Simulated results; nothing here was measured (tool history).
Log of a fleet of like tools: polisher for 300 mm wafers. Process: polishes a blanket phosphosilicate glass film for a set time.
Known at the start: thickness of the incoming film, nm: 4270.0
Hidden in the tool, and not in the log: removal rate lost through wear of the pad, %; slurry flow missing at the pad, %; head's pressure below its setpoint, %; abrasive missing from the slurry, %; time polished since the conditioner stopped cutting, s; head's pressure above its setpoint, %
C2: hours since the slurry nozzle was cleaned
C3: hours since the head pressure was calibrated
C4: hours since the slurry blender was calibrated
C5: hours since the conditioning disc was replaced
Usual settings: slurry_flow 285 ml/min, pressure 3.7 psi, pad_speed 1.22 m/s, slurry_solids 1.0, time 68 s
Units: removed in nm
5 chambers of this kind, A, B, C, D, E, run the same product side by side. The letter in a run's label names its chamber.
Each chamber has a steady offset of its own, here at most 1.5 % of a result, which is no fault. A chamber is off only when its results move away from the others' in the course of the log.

Run 1D, day 0.321: usual settings; wafers polished on this pad 400; C2 611.4; C3 893.5; C4 41.1; C5 375.5. Result: removed 763.90 nm.
At day 0.558: chamber C: worn pad replaced by a new one.
Run 2E, day 0.562: usual settings; wafers polished on this pad 1119; C2 28.3; C3 73.1; C4 274.7; C5 87.8. Result: removed 778.72 nm.
At day 0.675: chamber A: worn pad replaced by a new one.
Run 3B, day 0.804: usual settings; wafers polished on this pad 306; C2 111.9; C3 58.5; C4 294.7; C5 305.0. Result: removed 754.87 nm.
At day 0.962: chamber C: conditioning disc replaced and pad reconditioned.
Run 4A, day 1.071: usual settings; wafers polished on this pad 91; C2 634.5; C3 180.3; C4 58.1; C5 92.7. Result: removed 784.44 nm.
Run 5C, day 1.583: usual settings but slurry_solids 1.2; wafers polished on this pad 237; C2 253.3; C3 109.6; C4 113.1; C5 14.9. Result: removed 826.44 nm.
At day 1.821: chamber D: conditioning disc replaced and pad reconditioned.
At day 1.829: chamber B: slurry blender recalibrated.
Run 6E, day 1.979: usual settings but slurry_solids 1.2; wafers polished on this pad 1446; C2 62.3; C3 107.1; C4 308.7; C5 121.8. Result: removed 837.50 nm.
At day 2.383: chamber E: worn pad replaced by a new one.
At day 2.438: chamber E: slurry blender recalibrated.
Run 7D, day 2.467: usual settings but slurry_solids 1.2; wafers polished on this pad 896; C2 662.9; C3 945.0; C4 92.6; C5 15.6. Result: removed 836.24 nm.
At day 2.700: chamber B: worn pad replaced by a new one.
Run 8C, day 3.000: usual settings but slurry_solids 1.2; wafers polished on this pad 565; C2 287.3; C3 143.6; C4 147.1; C5 48.9. Result: removed 839.66 nm.
At day 3.162: chamber C: slurry blender recalibrated.
Run 9B, day 3.479: usual settings but slurry_solids 1.2; wafers polished on this pad 180; C2 176.1; C3 122.7; C4 39.7; C5 369.2. Result: removed 827.46 nm.
At day 3.721: chamber D: slurry blender recalibrated.
Run 10A, day 3.979: usual settings but slurry_flow 225 ml/min, pressure 4.1 psi; wafers polished on this pad 763; C2 704.3; C3 250.1; C4 127.9; C5 162.5. Result: removed 839.34 nm.
At day 4.333: chamber A: slurry nozzle cleaned.
Run 11E, day 4.425: usual settings but slurry_flow 225 ml/min, pressure 4.1 psi; wafers polished on this pad 471; C2 121.0; C3 165.8; C4 47.8; C5 180.5. Result: removed 821.59 nm.
At day 4.662: chamber A: worn pad replaced by a new one.
Run 12C, day 4.867: usual settings but slurry_flow 225 ml/min, pressure 4.1 psi; wafers polished on this pad 996; C2 332.1; C3 188.4; C4 41.0; C5 93.7. Result: removed 824.00 nm.
At day 5.142: chamber C: slurry nozzle cleaned.
At day 5.225: chamber D: slurry nozzle cleaned.
Run 13A, day 5.246: usual settings but slurry_flow 225 ml/min, pressure 4.1 psi; wafers polished on this pad 134; C2 22.0; C3 280.5; C4 158.3; C5 192.9. Result: removed 841.44 nm.
At day 5.396: chamber B: worn pad replaced by a new one.
At day 5.417: chamber C: worn pad replaced by a new one.
At day 5.496: chamber B: slurry nozzle cleaned.
Run 14D, day 5.504: usual settings but slurry_flow 225 ml/min, pressure 4.1 psi; wafers polished on this pad 1598; C2 6.8; C3 1017.9; C4 42.8; C5 88.5. Result: removed 809.48 nm.
At day 5.600: chamber D: worn pad replaced by a new one.
Run 15B, day 6.033: usual settings; wafers polished on this pad 148; C2 13.0; C3 184.0; C4 101.0; C5 430.5. Result: removed 771.38 nm.
Run 16D, day 6.579: usual settings; wafers polished on this pad 226; C2 32.6; C3 1043.7; C4 68.6; C5 114.3. Result: removed 782.91 nm.
At day 6.933: chamber B: conditioning disc replaced and pad reconditioned.
Run 17C, day 7.092: usual settings; wafers polished on this pad 387; C2 46.9; C3 241.8; C4 94.4; C5 147.1. Result: removed 767.47 nm.
Run 18B, day 7.633: usual settings; wafers polished on this pad 517; C2 51.4; C3 222.4; C4 139.4; C5 16.8. Result: removed 765.59 nm.
At day 8.129: chamber B: worn pad replaced by a new one.
Run 19A, day 8.154: usual settings but time 88 s; wafers polished on this pad 807; C2 91.8; C3 350.3; C4 228.1; C5 262.7. Result: removed 1020.60 nm.
At day 8.346: chamber D: slurry blender recalibrated.
At day 8.438: chamber A: slurry blender recalibrated.
Run 20E, day 8.462: usual settings but time 88 s; wafers polished on this pad 1405; C2 217.9; C3 262.7; C4 144.7; C5 277.4. Result: removed 992.74 nm.
At day 8.617: chamber A: worn pad replaced by a new one.
At day 8.662: chamber A: conditioning disc replaced and pad reconditioned.
Run 21E, day 8.742: usual settings but time 88 s; wafers polished on this pad 1469; C2 224.6; C3 269.4; C4 151.4; C5 284.1. Result: removed 990.12 nm.
At day 8.758: chamber C: conditioning disc replaced and pad reconditioned.
Run 22A, day 8.996: usual settings but time 88 s; wafers polished on this pad 88; C2 112.0; C3 370.5; C4 13.4; C5 8.0. Result: removed 991.78 nm.
At day 9.017: chamber E: worn pad replaced by a new one.
Run 23B, day 9.288: usual settings but time 88 s; wafers polished on this pad 268; C2 91.1; C3 262.1; C4 179.1; C5 56.5. Result: removed 981.66 nm.
At day 9.638: chamber C: worn pad replaced by a new one.
At day 9.679: chamber C: slurry blender recalibrated.
Run 24C, day 9.700: usual settings; wafers polished on this pad 15; C2 109.5; C3 304.4; C4 0.5; C5 22.7. Result: removed 773.38 nm.
Run 25D, day 10.204: usual settings; wafers polished on this pad 1064; C2 119.6; C3 1130.7; C4 44.6; C5 201.3. Result: removed 758.43 nm.
Run 26C, day 10.538: usual settings; wafers polished on this pad 208; C2 129.6; C3 324.5; C4 20.6; C5 42.8. Result: removed 759.46 nm.
At day 10.721: chamber A: head pressure recalibrated.
Run 27A, day 10.896: usual settings; wafers polished on this pad 527; C2 157.6; C3 4.2; C4 59.0; C5 53.6. Result: removed 771.89 nm.
At day 11.246: chamber B: worn pad replaced by a new one.
Run 28B, day 11.338: usual settings; wafers polished on this pad 22; C2 140.3; C3 311.3; C4 228.3; C5 105.7. Result: removed 745.19 nm.
Run 29E, day 11.862: usual settings; wafers polished on this pad 657; C2 299.5; C3 344.3; C4 226.3; C5 359.0. Result: removed 774.08 nm.
At day 12.125: chamber D: worn pad replaced by a new one.
Run 30D, day 12.300: usual settings; wafers polished on this pad 40; C2 169.9; C3 1181.0; C4 94.9; C5 251.6. Result: removed 765.81 nm.
At day 12.304: chamber A: worn pad replaced by a new one.
Run 31B, day 12.658: usual settings; wafers polished on this pad 327; C2 172.0; C3 343.0; C4 260.0; C5 137.4. Result: removed 770.25 nm.
At day 12.800: chamber C: head pressure recalibrated.
Run 32C, day 13.175: usual settings; wafers polished on this pad 818; C2 192.9; C3 9.0; C4 83.9; C5 106.1. Result: removed 767.09 nm.
At day 13.283: chamber D: slurry blender recalibrated.
Run 33E, day 13.504: usual settings; wafers polished on this pad 1037; C2 338.9; C3 383.7; C4 265.7; C5 398.4. Result: removed 769.47 nm.
Run 34D, day 13.804: usual settings; wafers polished on this pad 388; C2 206.0; C3 1217.1; C4 12.5; C5 287.7. Result: removed 752.49 nm.
Run 35A, day 14.067: usual settings; wafers polished on this pad 407; C2 233.7; C3 80.3; C4 135.1; C5 129.7. Result: removed 789.60 nm.
Run 36D, day 14.571: usual settings; wafers polished on this pad 565; C2 224.4; C3 1235.5; C4 30.9; C5 306.1. Result: removed 761.63 nm.
Run 37A, day 14.958: usual settings; wafers polished on this pad 613; C2 255.1; C3 101.7; C4 156.5; C5 151.1. Result: removed 766.56 nm.

All 5 chambers run these settings next. Forecast each chamber's results:
Run 38A, day 15.354: usual settings but slurry_flow 235 ml/min. Result: removed ?.
Run 38B, day 15.354: usual settings but slurry_flow 235 ml/min. Result: removed ?.
Run 38C, day 15.354: usual settings but slurry_flow 235 ml/min. Result: removed ?.
Run 38D, day 15.354: usual settings but slurry_flow 235 ml/min. Result: removed ?.
Run 38E, day 15.354: usual settings but slurry_flow 235 ml/min. Result: removed ?.

run  removed
38A   763.56
38B   749.81
38C   749.40
38D   758.29
38E   745.92

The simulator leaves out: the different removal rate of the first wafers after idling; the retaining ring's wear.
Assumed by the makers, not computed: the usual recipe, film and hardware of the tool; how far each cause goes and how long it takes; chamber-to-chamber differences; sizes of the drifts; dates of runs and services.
